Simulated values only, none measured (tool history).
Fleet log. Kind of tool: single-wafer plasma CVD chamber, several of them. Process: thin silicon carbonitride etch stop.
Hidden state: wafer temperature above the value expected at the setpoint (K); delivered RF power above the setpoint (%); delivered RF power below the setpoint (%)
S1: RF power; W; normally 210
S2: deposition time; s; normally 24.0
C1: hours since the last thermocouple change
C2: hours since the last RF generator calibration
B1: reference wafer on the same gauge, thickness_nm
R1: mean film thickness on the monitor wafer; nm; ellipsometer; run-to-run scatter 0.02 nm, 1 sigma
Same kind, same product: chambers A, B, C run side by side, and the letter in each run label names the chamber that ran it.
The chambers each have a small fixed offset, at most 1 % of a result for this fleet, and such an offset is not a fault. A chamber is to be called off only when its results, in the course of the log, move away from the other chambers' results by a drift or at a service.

{"run": "1B", "hour": 7.0, "S1": 210, "S2": 24.0, "C1": 2194.4, "C2": 1433.0, "B1": 13.595, "R1": 13.748}
{"run": "2C", "hour": 12.2, "S1": 210, "S2": 24.0, "C1": 733.1, "C2": 535.8, "B1": 13.589, "R1": 13.844}
{"run": "3A", "hour": 17.0, "S1": 210, "S2": 24.0, "C1": 985.4, "C2": 372.0, "B1": 13.589, "R1": 13.814}
{"run": "4B", "hour": 20.8, "S1": 210, "S2": 24.0, "C1": 2208.2, "C2": 1446.8, "B1": 13.588, "R1": 13.721}
{"run": "5C", "hour": 26.7, "S1": 210, "S2": 24.0, "C1": 747.6, "C2": 550.3, "B1": 13.585, "R1": 13.845}
{"run": "6A", "hour": 31.0, "S1": 210, "S2": 24.0, "C1": 999.4, "C2": 386.0, "B1": 13.588, "R1": 13.788}
{"run": "7C", "hour": 35.5, "S1": 210, "S2": 24.0, "C1": 756.4, "C2": 559.1, "B1": 13.583, "R1": 13.849}
{"run": "8A", "hour": 40.7, "S1": 210, "S2": 24.0, "C1": 1009.1, "C2": 395.7, "B1": 13.577, "R1": 13.845}
{"run": "9B", "hour": 45.7, "S1": 240, "S2": 24.0, "C1": 2233.1, "C2": 1471.7, "B1": 13.576, "R1": 14.341}
{"run": "10B", "hour": 49.3, "S1": 240, "S2": 24.0, "C1": 2236.7, "C2": 1475.3, "B1": 13.579, "R1": 14.33}
{"run": "11A", "hour": 53.2, "S1": 240, "S2": 24.0, "C1": 1021.6, "C2": 408.2, "B1": 13.579, "R1": 14.361}
{"hour": 54.7, "done": "chamber C: thermocouple changed; heater temperature recalibrated"}
{"run": "12C", "hour": 56.5, "S1": 230, "S2": 20.9, "C1": 1.8, "C2": 580.1, "B1": 13.58, "R1": 12.386}
{"run": "13A", "hour": 62.3, "S1": 230, "S2": 20.9, "C1": 1030.7, "C2": 417.3, "B1": 13.569, "R1": 12.342}
{"run": "14B", "hour": 66.2, "S1": 230, "S2": 20.9, "C1": 2253.6, "C2": 1492.2, "B1": 13.564, "R1": 12.291}
{"run": "15C", "hour": 70.0, "S1": 210, "S2": 24.0, "C1": 15.3, "C2": 593.6, "B1": 13.568, "R1": 13.831}
{"run": "16C", "hour": 73.9, "S1": 210, "S2": 24.0, "C1": 19.2, "C2": 597.5, "B1": 13.564, "R1": 13.799}
{"run": "17A", "hour": 78.2, "S1": 210, "S2": 24.0, "C1": 1046.6, "C2": 433.2, "B1": 13.564, "R1": 13.797}
{"run": "18B", "hour": 81.5, "S1": 210, "S2": 24.0, "C1": 2268.9, "C2": 1507.5, "B1": 13.565, "R1": 13.741}
{"run": "19A", "hour": 84.6, "S1": 210, "S2": 24.0, "C1": 1053.0, "C2": 439.6, "B1": 13.564, "R1": 13.773}
{"run": "20B", "hour": 90.8, "S1": 210, "S2": 24.0, "C1": 2278.2, "C2": 1516.8, "B1": 13.555, "R1": 13.719}
{"run": "21C", "hour": 96.0, "S1": 245, "S2": 28.2, "C1": 41.3, "C2": 619.6, "B1": 13.556, "R1": 17.026}
{"run": "22C", "hour": 101.3, "S1": 245, "S2": 28.2, "C1": 46.6, "C2": 624.9, "B1": 13.552, "R1": 16.987}
{"run": "23B", "hour": 107.0, "S1": 245, "S2": 28.2, "C1": 2294.4, "C2": 1533.0, "B1": 13.548, "R1": 16.872}
{"run": "24A", "hour": 112.9, "S1": 210, "S2": 24.0, "C1": 1081.3, "C2": 467.9, "B1": 13.547, "R1": 13.776}
{"run": "25A", "hour": 116.5, "S1": 210, "S2": 24.0, "C1": 1084.9, "C2": 471.5, "B1": 13.542, "R1": 13.804}
{"run": "26B", "hour": 122.9, "S1": 210, "S2": 24.0, "C1": 2310.3, "C2": 1548.9, "B1": 13.547, "R1": 13.7}
{"run": "27C", "hour": 128.8, "S1": 210, "S2": 24.0, "C1": 74.1, "C2": 652.4, "B1": 13.537, "R1": 13.855}
{"run": "28C", "hour": 133.8, "S1": 210, "S2": 24.0, "C1": 79.1, "C2": 657.4, "B1": 13.538, "R1": 13.812}
{"run": "29A", "hour": 137.4, "S1": 210, "S2": 24.0, "C1": 1105.8, "C2": 492.4, "B1": 13.538, "R1": 13.742}
{"run": "30B", "hour": 141.8, "S1": 210, "S2": 24.0, "C1": 2329.2, "C2": 1567.8, "B1": 13.526, "R1": 13.676}
{"run": "31B", "hour": 146.8, "S1": 210, "S2": 24.0, "C1": 2334.2, "C2": 1572.8, "B1": 13.529, "R1": 13.68}
{"run": "32A", "hour": 152.8, "S1": 210, "S2": 24.0, "C1": 1121.2, "C2": 507.8, "B1": 13.528, "R1": 13.762}
{"run": "33C", "hour": 156.1, "S1": 210, "S2": 24.0, "C1": 101.4, "C2": 679.7, "B1": 13.526, "R1": 13.782}
{"run": "34C", "hour": 159.2, "S1": 210, "S2": 24.0, "C1": 104.5, "C2": 682.8, "B1": 13.517, "R1": 13.799}
{"run": "35B", "hour": 165.0, "S1": 210, "S2": 24.0, "C1": 2352.4, "C2": 1591.0, "B1": 13.521, "R1": 13.66}

Has any chamber moved away from the others, gradually or after a service, or does the common gauge drift, or do the chambers differ only by their own small steady offsets? State the chamber and the most likely cause if one applies.

Gauge drift. The chambers move together only on paper, and none stands off.
Most likely cause: gauge reads low (%) = 0.59.
